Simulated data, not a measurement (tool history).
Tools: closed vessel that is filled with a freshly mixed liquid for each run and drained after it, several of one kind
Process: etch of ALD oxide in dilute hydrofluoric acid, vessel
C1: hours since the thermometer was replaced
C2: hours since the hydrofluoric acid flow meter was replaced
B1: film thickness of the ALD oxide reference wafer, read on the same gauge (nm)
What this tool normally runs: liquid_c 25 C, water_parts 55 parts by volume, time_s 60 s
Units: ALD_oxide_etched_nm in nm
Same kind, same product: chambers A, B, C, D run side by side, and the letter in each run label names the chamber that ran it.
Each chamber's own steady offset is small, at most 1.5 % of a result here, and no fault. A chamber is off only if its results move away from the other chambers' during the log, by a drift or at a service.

Run 1A, hour 8.5: usual settings; C1 636.2; C2 524.7; B1 99.986. Result: ALD_oxide_etched_nm 13.4440 nm.
Run 2D, hour 16.9: usual settings; C1 882.1; C2 368.9; B1 100.020. Result: ALD_oxide_etched_nm 13.3380 nm.
Run 3B, hour 24.5: usual settings; C1 1679.6; C2 506.3; B1 100.030. Result: ALD_oxide_etched_nm 12.9870 nm.
At hour 26.9: chamber A: hydrofluoric acid flow meter replaced.
Run 4C, hour 32.8: usual settings; C1 1057.0; C2 487.0; B1 99.985. Result: ALD_oxide_etched_nm 13.1410 nm.
Run 5B, hour 40.9: usual settings but liquid_c 29 C; C1 1696.0; C2 522.7; B1 99.983. Result: ALD_oxide_etched_nm 15.5650 nm.
Run 6C, hour 50.3: usual settings but liquid_c 29 C; C1 1074.5; C2 504.5; B1 100.010. Result: ALD_oxide_etched_nm 15.4430 nm.
Run 7D, hour 59.9: usual settings but liquid_c 29 C; C1 925.1; C2 411.9; B1 100.000. Result: ALD_oxide_etched_nm 15.8330 nm.
Run 8A, hour 65.4: usual settings but liquid_c 29 C; C1 693.1; C2 38.6; B1 99.986. Result: ALD_oxide_etched_nm 15.8490 nm.
Run 9D, hour 70.5: usual settings; C1 935.7; C2 422.5; B1 100.020. Result: ALD_oxide_etched_nm 13.3400 nm.
Run 10C, hour 77.1: usual settings; C1 1101.3; C2 531.3; B1 99.984. Result: ALD_oxide_etched_nm 13.2680 nm.
Run 11A, hour 87.7: usual settings; C1 715.4; C2 60.9; B1 100.010. Result: ALD_oxide_etched_nm 13.3960 nm.
Run 12B, hour 96.0: usual settings; C1 1751.1; C2 577.8; B1 100.010. Result: ALD_oxide_etched_nm 13.1490 nm.
Run 13D, hour 104.4: usual settings but water_parts 75 parts by volume; C1 969.6; C2 456.4; B1 100.020. Result: ALD_oxide_etched_nm 9.5557 nm.
Run 14B, hour 112.9: usual settings but water_parts 75 parts by volume; C1 1768.0; C2 594.7; B1 99.996. Result: ALD_oxide_etched_nm 9.4411 nm.
Run 15A, hour 119.7: usual settings but water_parts 75 parts by volume; C1 747.4; C2 92.9; B1 100.010. Result: ALD_oxide_etched_nm 9.5243 nm.
Run 16C, hour 126.0: usual settings but water_parts 75 parts by volume; C1 1150.2; C2 580.2; B1 100.000. Result: ALD_oxide_etched_nm 9.3264 nm.
Run 17C, hour 132.3: usual settings; C1 1156.5; C2 586.5; B1 100.010. Result: ALD_oxide_etched_nm 13.1470 nm.
Run 18D, hour 137.3: usual settings; C1 1002.5; C2 489.3; B1 100.020. Result: ALD_oxide_etched_nm 13.3280 nm.
Run 19A, hour 147.6: usual settings; C1 775.3; C2 120.8; B1 99.979. Result: ALD_oxide_etched_nm 13.2270 nm.
Run 20B, hour 155.5: usual settings but liquid_c 22 C, time_s 75 s; C1 1810.6; C2 637.3; B1 100.010. Result: ALD_oxide_etched_nm 14.4710 nm.
Run 21A, hour 162.2: usual settings but liquid_c 22 C, time_s 75 s; C1 789.9; C2 135.4; B1 99.984. Result: ALD_oxide_etched_nm 14.7820 nm.
At hour 170.7: chamber C: hydrofluoric acid flow meter replaced.
Run 22B, hour 173.2: usual settings but liquid_c 22 C, time_s 75 s; C1 1828.3; C2 655.0; B1 100.010. Result: ALD_oxide_etched_nm 14.5370 nm.
Run 23C, hour 179.9: usual settings but liquid_c 22 C, time_s 75 s; C1 1204.1; C2 9.2; B1 100.010. Result: ALD_oxide_etched_nm 14.6500 nm.
Run 24D, hour 185.9: usual settings; C1 1051.1; C2 537.9; B1 100.010. Result: ALD_oxide_etched_nm 13.4430 nm.
Run 25B, hour 195.5: usual settings; C1 1850.6; C2 677.3; B1 100.000. Result: ALD_oxide_etched_nm 13.1110 nm.
Run 26C, hour 203.9: usual settings; C1 1228.1; C2 33.2; B1 99.994. Result: ALD_oxide_etched_nm 13.1350 nm.
Run 27A, hour 209.0: usual settings; C1 836.7; C2 182.2; B1 99.996. Result: ALD_oxide_etched_nm 13.3140 nm.
Run 28D, hour 214.2: usual settings but liquid_c 23 C, water_parts 80 parts by volume; C1 1079.4; C2 566.2; B1 100.010. Result: ALD_oxide_etched_nm 8.2756 nm.

Does one chamber stand apart from the rest, does the shared gauge drift, or is all well apart from small per-chamber offsets? Give the chamber and the most likely cause, where there is one.

The fleet is healthy, with each chamber sitting at its usual small offset and no drift in the gauge.
